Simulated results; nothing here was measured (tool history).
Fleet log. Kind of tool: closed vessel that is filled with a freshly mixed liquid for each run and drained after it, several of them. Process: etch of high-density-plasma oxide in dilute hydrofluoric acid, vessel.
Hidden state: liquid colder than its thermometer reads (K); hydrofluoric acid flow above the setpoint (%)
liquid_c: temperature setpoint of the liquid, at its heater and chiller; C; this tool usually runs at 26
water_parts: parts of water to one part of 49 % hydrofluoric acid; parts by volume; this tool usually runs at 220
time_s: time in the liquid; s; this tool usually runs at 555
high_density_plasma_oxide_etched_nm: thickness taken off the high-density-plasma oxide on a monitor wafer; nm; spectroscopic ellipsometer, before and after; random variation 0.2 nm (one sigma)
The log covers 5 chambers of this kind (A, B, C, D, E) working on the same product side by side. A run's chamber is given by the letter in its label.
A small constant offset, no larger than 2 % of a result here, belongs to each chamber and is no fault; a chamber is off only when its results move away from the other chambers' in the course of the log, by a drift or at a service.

run	hour	liquid_c	water_parts	time_s	hours since the thermometer was replaced	hours since the hydrofluoric acid flow meter was replaced	read-back film thickness of the high-density-plasma oxide reference wafer, read on the same gauge (nm)	high_density_plasma_oxide_etched_nm
1A	8.7	26	220	555	221.0	191.8	70.012	26.738
2D	15.3	26	220	555	1279.4	447.8	69.981	25.982
3E	24.6	26	220	555	1013.0	369.6	69.977	26.404
4C	33.8	26	220	555	467.6	652.3	70.018	26.609
5B	44.7	26	220	555	2242.7	732.8	70.006	26.577
6D	52.0	26	220	555	1316.1	484.5	70.018	25.855
7A	59.5	26	220	555	271.8	242.6	69.972	27.035
8C	68.3	26	220	555	502.1	686.8	70.004	26.521
9B	75.6	26	300	555	2273.6	763.7	70.002	17.933
10E	84.6	26	300	555	1073.0	429.6	69.988	17.468
11A	92.3	26	300	555	304.6	275.4	69.953	17.792
# hour 94.7: chamber B: thermometer replaced
12B	100.4	26	300	555	5.7	788.5	70.016	18.032
13C	109.6	26	300	555	543.4	728.1	70.037	18.170
14E	120.1	30	220	355	1108.5	465.1	69.994	19.425
15D	126.0	30	220	355	1390.1	558.5	69.972	18.951
16D	136.4	30	220	355	1400.5	568.9	70.020	19.269
17C	145.4	30	220	355	579.2	763.9	69.992	19.773
18A	151.4	30	220	355	363.7	334.5	69.999	19.365
19E	162.4	26	220	555	1150.8	507.4	70.012	26.440
20B	170.6	26	220	555	75.9	858.7	70.011	26.570
21E	179.4	26	220	555	1167.8	524.4	69.991	26.175
22C	188.5	26	220	555	622.3	807.0	70.019	27.373
# hour 193.6: chamber C: thermometer replaced
23B	197.8	26	220	710	103.1	885.9	69.997	33.824
24D	208.4	26	220	710	1472.5	640.9	70.052	33.654
25A	213.5	26	220	710	425.8	396.6	70.017	33.808
26C	221.2	26	220	710	27.7	839.7	70.007	35.629
27D	231.0	26	220	710	1495.1	663.5	69.962	33.163
28A	239.1	26	220	555	451.4	422.2	69.995	26.570
29B	245.4	26	220	555	150.7	933.5	69.976	26.473
30E	251.5	26	270	445	1239.9	596.5	69.971	16.211
31D	261.3	26	270	445	1525.4	693.8	70.002	16.236
32B	272.4	26	270	445	177.7	960.5	70.005	16.584
33C	281.2	26	270	445	87.7	899.7	69.951	17.397
34A	289.3	26	270	445	501.6	472.4	69.988	16.407
35E	296.7	31	220	555	1285.1	641.7	70.033	31.261

The same settings go to every chamber for the next run, one line per chamber below. Forecast the results for each:
36A	304.8	26	220	555				?
36B	304.8	26	220	555				?
36C	304.8	26	220	555				?
36D	304.8	26	220	555				?
36E	304.8	26	220	555				?

run	high_density_plasma_oxide_etched_nm
36A	26.732
36B	26.470
36C	28.747
36D	26.021
36E	26.357

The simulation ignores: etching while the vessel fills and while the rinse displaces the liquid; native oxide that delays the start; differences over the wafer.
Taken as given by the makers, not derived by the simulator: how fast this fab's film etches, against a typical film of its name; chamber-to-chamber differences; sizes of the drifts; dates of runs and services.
